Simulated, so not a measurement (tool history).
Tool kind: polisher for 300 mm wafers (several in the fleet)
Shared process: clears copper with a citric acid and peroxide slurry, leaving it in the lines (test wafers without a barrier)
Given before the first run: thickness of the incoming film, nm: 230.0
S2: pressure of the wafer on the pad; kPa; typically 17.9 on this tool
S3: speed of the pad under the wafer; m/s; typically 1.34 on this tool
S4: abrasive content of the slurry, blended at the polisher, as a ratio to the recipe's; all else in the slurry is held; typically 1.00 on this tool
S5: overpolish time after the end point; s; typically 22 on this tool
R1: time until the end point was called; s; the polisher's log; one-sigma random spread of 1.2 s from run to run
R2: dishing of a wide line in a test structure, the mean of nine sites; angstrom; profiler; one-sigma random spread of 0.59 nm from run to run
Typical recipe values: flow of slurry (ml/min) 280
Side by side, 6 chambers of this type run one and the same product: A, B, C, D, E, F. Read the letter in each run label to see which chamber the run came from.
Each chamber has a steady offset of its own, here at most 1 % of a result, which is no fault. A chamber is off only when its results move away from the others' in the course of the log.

-- hour=4.5 chamber E: worn pad replaced by a new one
-- hour=5.9 chamber D: worn pad replaced by a new one
run 1B hour=14.5 | flow_of_slurry_(ml/min)=280 S2=17.9 S3=1.34 S4=1.00 S5=22 | R1=83.974 R2=364.92
-- hour=15.8 chamber F: slurry blender recalibrated
run 2E hour=24.5 | flow_of_slurry_(ml/min)=280 S2=17.9 S3=1.34 S4=1.00 S5=22 | R1=84.652 R2=374.23
-- hour=25.9 chamber F: head pressure recalibrated
-- hour=28.9 chamber B: slurry blender recalibrated
run 3D hour=37.4 | flow_of_slurry_(ml/min)=280 S2=17.9 S3=1.34 S4=1.00 S5=22 | R1=82.679 R2=368.85
-- hour=38.7 chamber C: slurry nozzle cleaned
run 4C hour=49.2 | flow_of_slurry_(ml/min)=280 S2=17.9 S3=1.34 S4=1.00 S5=22 | R1=84.744 R2=364.54
run 5F hour=57.1 | flow_of_slurry_(ml/min)=280 S2=17.9 S3=1.34 S4=1.00 S5=22 | R1=83.818 R2=365.77
run 6A hour=67.0 | flow_of_slurry_(ml/min)=280 S2=17.9 S3=1.34 S4=1.00 S5=22 | R1=83.500 R2=367.34
-- hour=68.3 chamber A: slurry blender recalibrated
-- hour=71.2 chamber B: worn pad replaced by a new one
-- hour=77.3 chamber D: slurry blender recalibrated
run 7A hour=78.6 | flow_of_slurry_(ml/min)=280 S2=17.9 S3=1.34 S4=1.00 S5=22 | R1=82.459 R2=367.44
-- hour=79.1 chamber A: worn pad replaced by a new one
-- hour=79.6 chamber F: worn pad replaced by a new one
-- hour=92.1 chamber D: worn pad replaced by a new one
run 8F hour=93.2 | flow_of_slurry_(ml/min)=280 S2=17.9 S3=1.34 S4=1.00 S5=22 | R1=85.652 R2=376.86
run 9D hour=101.6 | flow_of_slurry_(ml/min)=280 S2=17.9 S3=1.34 S4=1.00 S5=22 | R1=83.415 R2=367.01
-- hour=104.3 chamber C: worn pad replaced by a new one
run 10E hour=113.2 | flow_of_slurry_(ml/min)=280 S2=17.9 S3=1.34 S4=1.00 S5=22 | R1=84.156 R2=374.06
-- hour=120.4 chamber E: worn pad replaced by a new one
run 11B hour=122.4 | flow_of_slurry_(ml/min)=280 S2=17.9 S3=1.34 S4=1.00 S5=22 | R1=85.897 R2=374.77
run 12C hour=129.8 | flow_of_slurry_(ml/min)=280 S2=17.9 S3=1.10 S4=1.00 S5=15 | R1=102.670 R2=233.29
-- hour=144.0 chamber E: slurry blender recalibrated
run 13E hour=144.6 | flow_of_slurry_(ml/min)=280 S2=17.9 S3=1.10 S4=1.00 S5=15 | R1=101.480 R2=231.37
-- hour=147.0 chamber B: worn pad replaced by a new one
run 14C hour=157.4 | flow_of_slurry_(ml/min)=280 S2=17.9 S3=1.10 S4=1.00 S5=15 | R1=102.650 R2=233.22
-- hour=158.5 chamber F: worn pad replaced by a new one
-- hour=158.8 chamber F: slurry nozzle cleaned
run 15F hour=169.0 | flow_of_slurry_(ml/min)=280 S2=17.9 S3=1.10 S4=1.00 S5=15 | R1=100.630 R2=229.25
-- hour=171.3 chamber D: worn pad replaced by a new one
run 16B hour=175.5 | flow_of_slurry_(ml/min)=280 S2=17.9 S3=1.10 S4=1.00 S5=15 | R1=101.580 R2=228.74
-- hour=176.2 chamber C: slurry blender recalibrated
run 17A hour=189.3 | flow_of_slurry_(ml/min)=280 S2=17.9 S3=1.10 S4=1.00 S5=15 | R1=103.320 R2=237.06
run 18D hour=197.1 | flow_of_slurry_(ml/min)=280 S2=17.9 S3=1.34 S4=0.85 S5=11 | R1=88.470 R2=206.36
-- hour=199.0 chamber A: worn pad replaced by a new one
-- hour=200.9 chamber F: slurry blender recalibrated
run 19D hour=211.7 | flow_of_slurry_(ml/min)=280 S2=17.9 S3=1.34 S4=0.85 S5=11 | R1=85.857 R2=204.03
-- hour=219.4 chamber B: worn pad replaced by a new one
run 20E hour=223.5 | flow_of_slurry_(ml/min)=280 S2=17.9 S3=1.34 S4=0.85 S5=11 | R1=86.918 R2=199.79
run 21B hour=235.8 | flow_of_slurry_(ml/min)=280 S2=17.9 S3=1.34 S4=0.85 S5=11 | R1=85.828 R2=200.02
-- hour=238.6 chamber C: worn pad replaced by a new one
-- hour=244.9 chamber D: slurry blender recalibrated
run 22A hour=245.8 | flow_of_slurry_(ml/min)=280 S2=17.9 S3=1.34 S4=0.85 S5=11 | R1=87.492 R2=205.66
-- hour=247.5 chamber F: worn pad replaced by a new one
-- hour=247.7 chamber D: slurry nozzle cleaned
run 23F hour=256.7 | flow_of_slurry_(ml/min)=280 S2=17.9 S3=1.34 S4=0.85 S5=11 | R1=86.484 R2=201.19
-- hour=259.7 chamber D: worn pad replaced by a new one
-- hour=263.5 chamber E: worn pad replaced by a new one
run 24C hour=268.9 | flow_of_slurry_(ml/min)=200 S2=17.9 S3=1.14 S4=1.00 S5=22 | R1=103.410 R2=321.44
run 25D hour=276.4 | flow_of_slurry_(ml/min)=200 S2=17.9 S3=1.14 S4=1.00 S5=22 | R1=101.840 R2=322.85
run 26E hour=285.1 | flow_of_slurry_(ml/min)=200 S2=17.9 S3=1.14 S4=1.00 S5=22 | R1=101.970 R2=317.39
-- hour=295.7 chamber E: head pressure recalibrated
run 27A hour=299.1 | flow_of_slurry_(ml/min)=200 S2=17.9 S3=1.14 S4=1.00 S5=22 | R1=102.170 R2=314.32
run 28F hour=306.4 | flow_of_slurry_(ml/min)=200 S2=17.9 S3=1.14 S4=1.00 S5=22 | R1=101.300 R2=318.58
-- hour=307.4 chamber A: worn pad replaced by a new one
-- hour=309.8 chamber B: worn pad replaced by a new one
run 29B hour=318.3 | flow_of_slurry_(ml/min)=200 S2=17.9 S3=1.14 S4=1.00 S5=22 | R1=102.990 R2=317.75
run 30C hour=329.4 | flow_of_slurry_(ml/min)=280 S2=17.9 S3=1.34 S4=1.00 S5=22 | R1=84.091 R2=368.68
run 31F hour=336.7 | flow_of_slurry_(ml/min)=280 S2=17.9 S3=1.34 S4=1.15 S5=22 | R1=81.429 R2=369.94
-- hour=345.0 chamber B: slurry nozzle cleaned
-- hour=348.7 chamber D: worn pad replaced by a new one
run 32A hour=349.4 | flow_of_slurry_(ml/min)=280 S2=17.9 S3=1.34 S4=1.15 S5=22 | R1=81.044 R2=384.73
-- hour=353.2 chamber C: worn pad replaced by a new one
run 33B hour=359.7 | flow_of_slurry_(ml/min)=280 S2=17.9 S3=1.34 S4=1.15 S5=22 | R1=80.118 R2=365.60
run 34D hour=370.5 | flow_of_slurry_(ml/min)=280 S2=17.9 S3=1.34 S4=1.15 S5=22 | R1=80.356 R2=377.03
-- hour=375.5 chamber E: slurry nozzle cleaned
run 35C hour=377.9 | flow_of_slurry_(ml/min)=280 S2=17.9 S3=1.34 S4=1.15 S5=22 | R1=82.757 R2=387.04
run 36E hour=389.9 | flow_of_slurry_(ml/min)=280 S2=17.9 S3=1.34 S4=1.15 S5=22 | R1=81.325 R2=376.44
run 37B hour=397.9 | flow_of_slurry_(ml/min)=280 S2=17.9 S3=1.34 S4=1.00 S5=22 | R1=84.008 R2=360.39
run 38C hour=407.2 | flow_of_slurry_(ml/min)=280 S2=17.9 S3=1.34 S4=1.00 S5=22 | R1=86.575 R2=371.92

Decide between three cases: one chamber stands off from its peers, the gauge reading all wafers drifts, or nothing is wrong past each chamber's small offset. Where a chamber is off, say which and what most likely put it there.

No chamber is off and the gauge is stable; the differences are just each chamber's small, constant offset.
